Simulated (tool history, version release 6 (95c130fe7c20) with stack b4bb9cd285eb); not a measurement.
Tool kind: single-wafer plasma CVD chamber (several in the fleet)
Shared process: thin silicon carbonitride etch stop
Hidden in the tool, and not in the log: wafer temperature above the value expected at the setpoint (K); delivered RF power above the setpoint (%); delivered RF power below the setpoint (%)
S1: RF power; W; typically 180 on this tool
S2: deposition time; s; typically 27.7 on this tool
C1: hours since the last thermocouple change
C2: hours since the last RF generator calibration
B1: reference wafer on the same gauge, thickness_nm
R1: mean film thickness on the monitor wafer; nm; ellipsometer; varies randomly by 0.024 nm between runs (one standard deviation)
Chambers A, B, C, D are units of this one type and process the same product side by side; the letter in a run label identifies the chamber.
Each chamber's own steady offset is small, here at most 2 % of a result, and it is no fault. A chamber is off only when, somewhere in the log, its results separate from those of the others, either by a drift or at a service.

run	hour	S1	S2	C1	C2	B1	R1
1B	9.4	180	27.7	1859.3	1672.9	15.001	15.102
2C	18.4	180	27.7	2613.1	252.5	15.003	15.246
3D	33.1	180	27.7	105.7	2099.5	15.007	15.293
4A	43.2	180	27.7	1145.9	945.8	15.006	15.533
5D	52.4	180	27.7	125	2118.8	15.008	15.32
6C	63.6	180	27.7	2658.3	297.7	15.015	15.234
7B	75	180	27.7	1924.9	1738.5	15.018	15.131
8A	82.3	180	27.7	1185	984.9	15.016	15.514
9D	95.6	180	27.7	168.2	2162	15.024	15.288
10A	109.5	155	29.5	1212.2	1012.1	15.019	15.836
11C	117.7	155	29.5	2712.4	351.8	15.023	15.566
# hour 122.3: chamber D: RF generator calibrated
12B	124.4	155	29.5	1974.3	1787.9	15.027	15.357
13A	135.5	155	29.5	1238.2	1038.1	15.029	15.847
14D	143.8	180	27.7	216.4	21.5	15.021	15.32
15C	154.8	180	27.7	2749.5	388.9	15.037	15.275
16B	161.4	145	27.7	2011.3	1824.9	15.029	14.147
17B	171.2	145	27.7	2021.1	1834.7	15.035	14.126
18C	179.3	145	27.7	2774	413.4	15.042	14.337
19D	187.5	145	27.7	260.1	65.2	15.036	14.337
20A	194.5	210	27.7	1297.2	1097.1	15.04	16.303
21C	204.3	210	27.7	2799	438.4	15.044	16.027
22B	216.1	210	27.7	2066	1879.6	15.04	15.828
23D	223.7	210	27.7	296.3	101.4	15.047	16.032
24A	233.6	180	27.7	1336.3	1136.2	15.047	15.576
25B	242.9	180	27.7	2092.8	1906.4	15.053	15.117
26D	252.7	180	27.7	325.3	130.4	15.05	15.373
27C	267.4	180	27.7	2862.1	501.5	15.056	15.262
28A	278.5	180	27.7	1381.2	1181.1	15.057	15.618
29C	288.1	180	27.7	2882.8	522.2	15.053	15.326
# hour 290.4: chamber C: thermocouple changed; heater temperature recalibrated
30B	299.2	180	27.7	2149.1	1962.7	15.059	15.139
31D	312.2	180	27.7	384.8	189.9	15.065	15.39
# hour 317.5: chamber B: RF generator calibrated
32A	323.2	180	27.7	1425.9	1225.8	15.063	15.576
33D	336.8	180	27.7	409.4	214.5	15.071	15.338
34A	351.3	180	27.7	1454	1253.9	15.071	15.652
35C	364.5	180	27.7	74.1	598.6	15.073	15.317
36B	372.9	180	27.7	2222.8	55.4	15.086	15.108
37C	381.2	180	27.7	90.8	615.3	15.075	15.325
38D	394.8	180	27.7	467.4	272.5	15.079	15.439
39B	403.2	180	27.7	2253.1	85.7	15.091	15.195
40A	414.5	160	29.4	1517.2	1317.1	15.086	15.954
41A	427	160	29.4	1529.7	1329.6	15.084	15.957
42B	435.5	160	29.4	2285.4	118	15.098	15.524
43C	445.3	160	29.4	154.9	679.4	15.089	15.73
44D	455.4	180	27.7	528	333.1	15.096	15.373

One chamber off, gauge drift, or nothing amiss beyond the chambers' own small offsets? If it is a chamber, which one, and what is the likeliest cause?

No chamber is off; the gauge reading every chamber's wafers drifts, which makes the whole fleet appear to move together.
Cause: gauge reads high (%) = 0.635.
